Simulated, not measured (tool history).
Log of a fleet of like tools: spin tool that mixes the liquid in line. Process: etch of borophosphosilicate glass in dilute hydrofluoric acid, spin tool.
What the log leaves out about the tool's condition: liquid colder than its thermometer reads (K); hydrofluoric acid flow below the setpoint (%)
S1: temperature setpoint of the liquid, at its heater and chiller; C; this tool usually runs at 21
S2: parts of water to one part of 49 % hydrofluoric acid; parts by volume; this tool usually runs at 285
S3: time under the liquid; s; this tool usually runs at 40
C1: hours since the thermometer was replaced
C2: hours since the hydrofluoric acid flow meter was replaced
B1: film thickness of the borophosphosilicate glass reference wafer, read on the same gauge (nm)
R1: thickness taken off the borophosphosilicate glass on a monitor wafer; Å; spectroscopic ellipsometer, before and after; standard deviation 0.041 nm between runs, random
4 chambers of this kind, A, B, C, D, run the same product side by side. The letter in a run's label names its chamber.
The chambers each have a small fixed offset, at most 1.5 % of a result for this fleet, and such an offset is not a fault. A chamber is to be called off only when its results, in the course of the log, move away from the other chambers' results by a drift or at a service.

run  hour  S1   S2  S3      C1      C2      B1      R1
 1C   3.5  21  285  40   972.2  1072.2  30.000  42.835
 2B   6.0  21  285  40   720.9   824.1  30.015  42.725
 3A  10.2  21  285  40   931.9   338.8  29.986  43.758
 4D  13.5  21  285  40  1324.0  1412.0  30.011  42.167
 5D  16.8  21  285  40  1327.3  1415.3  30.009  42.894
 6B  20.5  21  365  30   735.4   838.6  30.003  23.359
 7C  24.3  21  365  30   993.0  1093.0  29.992  23.561
 8A  27.6  21  365  30   949.3   356.2  30.006  23.732
 9D  31.2  21  365  30  1341.7  1429.7  29.987  23.094
10B  34.0  21  285  40   748.9   852.1  29.966  42.997
11C  37.3  21  285  40  1006.0  1106.0  30.010  42.493
12A  39.3  21  285  40   961.0   367.9  30.011  43.776
13D  41.7  21  285  40  1352.2  1440.2  30.008  42.733
14A  44.6  21  285  40   966.3   373.2  29.979  43.178
15C  48.2  21  285  40  1016.9  1116.9  29.978  43.271
16B  51.4  21  285  25   766.3   869.5  29.995  26.844
17D  54.9  21  285  25  1365.4  1453.4  29.994  26.786
18A  57.7  21  285  25   979.4   386.3  29.971  27.357
19B  61.4  21  285  25   776.3   879.5  29.983  26.401
20C  65.3  21  285  40  1034.0  1134.0  29.981  43.560
21C  68.8  21  285  40  1037.5  1137.5  29.993  42.822
22A  71.8  21  285  40   993.5   400.4  30.003  43.951
23B  73.7  17  285  55   788.6   891.8  29.995  50.649
24D  77.3  17  285  55  1387.8  1475.8  29.996  50.444
25C  80.3  17  285  55  1049.0  1149.0  29.998  51.535

All chambers now run identical settings, listed one chamber a line with results as question marks. What results will each chamber show?
26A  83.5  21  285  40               ?
26B  83.5  21  285  40               ?
26C  83.5  21  285  40               ?
26D  83.5  21  285  40               ?

run      R1
26A  43.418
26B  43.342
26C  43.169
26D  42.334

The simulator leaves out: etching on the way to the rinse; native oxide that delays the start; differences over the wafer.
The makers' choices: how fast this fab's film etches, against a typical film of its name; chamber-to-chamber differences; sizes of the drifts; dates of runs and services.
